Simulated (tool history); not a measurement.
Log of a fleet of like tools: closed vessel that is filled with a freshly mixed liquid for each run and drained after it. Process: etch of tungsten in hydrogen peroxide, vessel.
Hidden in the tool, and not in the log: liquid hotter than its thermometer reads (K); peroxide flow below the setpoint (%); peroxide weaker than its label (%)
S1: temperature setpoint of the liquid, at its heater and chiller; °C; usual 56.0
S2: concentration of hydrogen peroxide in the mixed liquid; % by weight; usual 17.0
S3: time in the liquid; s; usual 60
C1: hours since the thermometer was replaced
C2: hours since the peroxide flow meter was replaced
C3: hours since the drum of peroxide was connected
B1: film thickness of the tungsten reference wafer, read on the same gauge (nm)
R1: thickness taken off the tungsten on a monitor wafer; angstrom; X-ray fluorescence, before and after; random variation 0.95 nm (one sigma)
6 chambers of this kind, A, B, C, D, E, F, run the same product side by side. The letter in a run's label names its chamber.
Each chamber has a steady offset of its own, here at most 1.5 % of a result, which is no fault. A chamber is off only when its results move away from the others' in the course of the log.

{"hour": 4.4, "done": "chamber D: new drum of peroxide connected"}
{"run": "1C", "hour": 9.4, "S1": 56.0, "S2": 17.0, "S3": 60, "C1": 601.1, "C2": 1632.6, "C3": 795.1, "B1": 69.985, "R1": 2205.3}
{"run": "2D", "hour": 17.1, "S1": 56.0, "S2": 17.0, "S3": 60, "C1": 99.0, "C2": 789.0, "C3": 12.8, "B1": 70.04, "R1": 2201.9}
{"run": "3A", "hour": 27.0, "S1": 56.0, "S2": 17.0, "S3": 60, "C1": 1362.5, "C2": 154.6, "C3": 703.4, "B1": 69.994, "R1": 2251.8}
{"hour": 30.8, "done": "chamber B: new drum of peroxide connected"}
{"run": "4E", "hour": 34.2, "S1": 56.0, "S2": 17.0, "S3": 60, "C1": 1160.9, "C2": 450.1, "C3": 856.0, "B1": 69.997, "R1": 2262.3}
{"run": "5B", "hour": 42.5, "S1": 56.0, "S2": 17.0, "S3": 60, "C1": 943.1, "C2": 949.6, "C3": 11.7, "B1": 70.018, "R1": 2210.9}
{"run": "6F", "hour": 49.4, "S1": 56.0, "S2": 17.0, "S3": 60, "C1": 136.8, "C2": 59.8, "C3": 276.6, "B1": 69.994, "R1": 2201.0}
{"run": "7B", "hour": 54.4, "S1": 56.0, "S2": 17.0, "S3": 60, "C1": 955.0, "C2": 961.5, "C3": 23.6, "B1": 69.946, "R1": 2218.5}
{"run": "8F", "hour": 59.7, "S1": 56.0, "S2": 17.0, "S3": 60, "C1": 147.1, "C2": 70.1, "C3": 286.9, "B1": 69.994, "R1": 2207.5}
{"run": "9D", "hour": 67.4, "S1": 56.0, "S2": 17.0, "S3": 60, "C1": 149.3, "C2": 839.3, "C3": 63.1, "B1": 69.98, "R1": 2211.6}
{"run": "10C", "hour": 75.7, "S1": 56.0, "S2": 17.0, "S3": 40, "C1": 667.4, "C2": 1698.9, "C3": 861.4, "B1": 69.968, "R1": 1470.3}
{"run": "11A", "hour": 84.4, "S1": 56.0, "S2": 17.0, "S3": 40, "C1": 1419.9, "C2": 212.0, "C3": 760.8, "B1": 69.971, "R1": 1504.5}
{"run": "12E", "hour": 93.6, "S1": 56.0, "S2": 17.0, "S3": 40, "C1": 1220.3, "C2": 509.5, "C3": 915.4, "B1": 69.946, "R1": 1489.0}
{"run": "13F", "hour": 99.5, "S1": 56.0, "S2": 17.0, "S3": 40, "C1": 186.9, "C2": 109.9, "C3": 326.7, "B1": 69.971, "R1": 1466.8}
{"run": "14A", "hour": 104.2, "S1": 56.0, "S2": 17.0, "S3": 40, "C1": 1439.7, "C2": 231.8, "C3": 780.6, "B1": 69.965, "R1": 1506.1}
{"run": "15B", "hour": 111.5, "S1": 56.0, "S2": 17.0, "S3": 40, "C1": 1012.1, "C2": 1018.6, "C3": 80.7, "B1": 69.976, "R1": 1485.6}
{"run": "16D", "hour": 117.8, "S1": 56.0, "S2": 17.0, "S3": 60, "C1": 199.7, "C2": 889.7, "C3": 113.5, "B1": 69.991, "R1": 2202.5}
{"run": "17C", "hour": 126.3, "S1": 56.0, "S2": 17.0, "S3": 60, "C1": 718.0, "C2": 1749.5, "C3": 912.0, "B1": 69.988, "R1": 2198.4}
{"run": "18E", "hour": 131.3, "S1": 56.0, "S2": 17.0, "S3": 60, "C1": 1258.0, "C2": 547.2, "C3": 953.1, "B1": 69.978, "R1": 2242.0}
{"hour": 140.6, "done": "chamber A: new drum of peroxide connected"}
{"run": "19B", "hour": 141.6, "S1": 56.0, "S2": 17.0, "S3": 60, "C1": 1042.2, "C2": 1048.7, "C3": 110.8, "B1": 69.972, "R1": 2193.3}
{"run": "20E", "hour": 150.6, "S1": 56.0, "S2": 17.0, "S3": 60, "C1": 1277.3, "C2": 566.5, "C3": 972.4, "B1": 70.012, "R1": 2237.6}
{"hour": 152.9, "done": "chamber D: peroxide flow meter replaced"}
{"run": "21D", "hour": 159.4, "S1": 56.0, "S2": 17.0, "S3": 60, "C1": 241.3, "C2": 6.5, "C3": 155.1, "B1": 70.013, "R1": 2213.1}
{"run": "22F", "hour": 168.3, "S1": 56.0, "S2": 17.0, "S3": 60, "C1": 255.7, "C2": 178.7, "C3": 395.5, "B1": 70.015, "R1": 2212.5}
{"run": "23C", "hour": 178.4, "S1": 56.0, "S2": 17.0, "S3": 60, "C1": 770.1, "C2": 1801.6, "C3": 964.1, "B1": 70.065, "R1": 2171.6}
{"run": "24A", "hour": 187.6, "S1": 56.0, "S2": 17.0, "S3": 60, "C1": 1523.1, "C2": 315.2, "C3": 47.1, "B1": 69.987, "R1": 2227.3}
{"run": "25F", "hour": 195.9, "S1": 59.5, "S2": 14.0, "S3": 60, "C1": 283.3, "C2": 206.3, "C3": 423.1, "B1": 69.996, "R1": 2434.2}
{"run": "26D", "hour": 201.6, "S1": 59.5, "S2": 14.0, "S3": 60, "C1": 283.5, "C2": 48.7, "C3": 197.3, "B1": 70.024, "R1": 2460.4}
{"run": "27A", "hour": 207.7, "S1": 59.5, "S2": 14.0, "S3": 60, "C1": 1543.2, "C2": 335.3, "C3": 67.2, "B1": 69.985, "R1": 2510.2}
{"run": "28B", "hour": 214.6, "S1": 59.5, "S2": 14.0, "S3": 60, "C1": 1115.2, "C2": 1121.7, "C3": 183.8, "B1": 69.984, "R1": 2473.4}
{"run": "29E", "hour": 221.0, "S1": 59.5, "S2": 14.0, "S3": 60, "C1": 1347.7, "C2": 636.9, "C3": 1042.8, "B1": 70.036, "R1": 2503.1}
{"run": "30C", "hour": 226.0, "S1": 59.5, "S2": 14.0, "S3": 60, "C1": 817.7, "C2": 1849.2, "C3": 1011.7, "B1": 69.995, "R1": 2397.4}
{"hour": 227.5, "done": "chamber C: peroxide flow meter replaced"}
{"run": "31B", "hour": 232.8, "S1": 56.0, "S2": 17.0, "S3": 60, "C1": 1133.4, "C2": 1139.9, "C3": 202.0, "B1": 69.987, "R1": 2226.6}
{"run": "32D", "hour": 238.5, "S1": 56.0, "S2": 17.0, "S3": 30, "C1": 320.4, "C2": 85.6, "C3": 234.2, "B1": 69.99, "R1": 1103.8}
{"run": "33A", "hour": 245.6, "S1": 56.0, "S2": 17.0, "S3": 30, "C1": 1581.1, "C2": 373.2, "C3": 105.1, "B1": 69.987, "R1": 1122.2}
{"run": "34F", "hour": 254.1, "S1": 56.0, "S2": 17.0, "S3": 30, "C1": 341.5, "C2": 264.5, "C3": 481.3, "B1": 70.001, "R1": 1097.9}
{"run": "35C", "hour": 260.2, "S1": 56.0, "S2": 17.0, "S3": 30, "C1": 851.9, "C2": 32.7, "C3": 1045.9, "B1": 69.989, "R1": 1069.4}
{"run": "36E", "hour": 267.8, "S1": 56.0, "S2": 17.0, "S3": 30, "C1": 1394.5, "C2": 683.7, "C3": 1089.6, "B1": 70.005, "R1": 1120.1}
{"run": "37E", "hour": 276.2, "S1": 56.0, "S2": 17.0, "S3": 30, "C1": 1402.9, "C2": 692.1, "C3": 1098.0, "B1": 70.004, "R1": 1121.1}
{"run": "38F", "hour": 281.0, "S1": 56.0, "S2": 17.0, "S3": 60, "C1": 368.4, "C2": 291.4, "C3": 508.2, "B1": 69.99, "R1": 2199.8}
{"run": "39A", "hour": 285.7, "S1": 56.0, "S2": 17.0, "S3": 60, "C1": 1621.2, "C2": 413.3, "C3": 145.2, "B1": 69.978, "R1": 2251.4}
{"run": "40D", "hour": 295.0, "S1": 56.0, "S2": 17.0, "S3": 60, "C1": 376.9, "C2": 142.1, "C3": 290.7, "B1": 69.985, "R1": 2230.3}
{"run": "41C", "hour": 299.8, "S1": 56.0, "S2": 15.0, "S3": 50, "C1": 891.5, "C2": 72.3, "C3": 1085.5, "B1": 70.055, "R1": 1662.4}
{"run": "42B", "hour": 310.2, "S1": 56.0, "S2": 15.0, "S3": 50, "C1": 1210.8, "C2": 1217.3, "C3": 279.4, "B1": 70.023, "R1": 1729.7}
{"run": "43B", "hour": 316.8, "S1": 56.0, "S2": 15.0, "S3": 50, "C1": 1217.4, "C2": 1223.9, "C3": 286.0, "B1": 69.972, "R1": 1717.6}
{"run": "44D", "hour": 322.3, "S1": 56.0, "S2": 15.0, "S3": 50, "C1": 404.2, "C2": 169.4, "C3": 318.0, "B1": 70.007, "R1": 1735.3}

All 6 chambers run these settings next. Forecast each chamber's results:
{"run": "45A", "hour": 329.8, "S1": 56.0, "S2": 21.5, "S3": 60, "R1": "?"}
{"run": "45B", "hour": 329.8, "S1": 56.0, "S2": 21.5, "S3": 60, "R1": "?"}
{"run": "45C", "hour": 329.8, "S1": 56.0, "S2": 21.5, "S3": 60, "R1": "?"}
{"run": "45D", "hour": 329.8, "S1": 56.0, "S2": 21.5, "S3": 60, "R1": "?"}
{"run": "45E", "hour": 329.8, "S1": 56.0, "S2": 21.5, "S3": 60, "R1": "?"}
{"run": "45F", "hour": 329.8, "S1": 56.0, "S2": 21.5, "S3": 60, "R1": "?"}

run=45A R1=2511.9
run=45B R1=2472.4
run=45C R1=2384.9
run=45D R1=2473.9
run=45E R1=2520.7
run=45F R1=2485.9
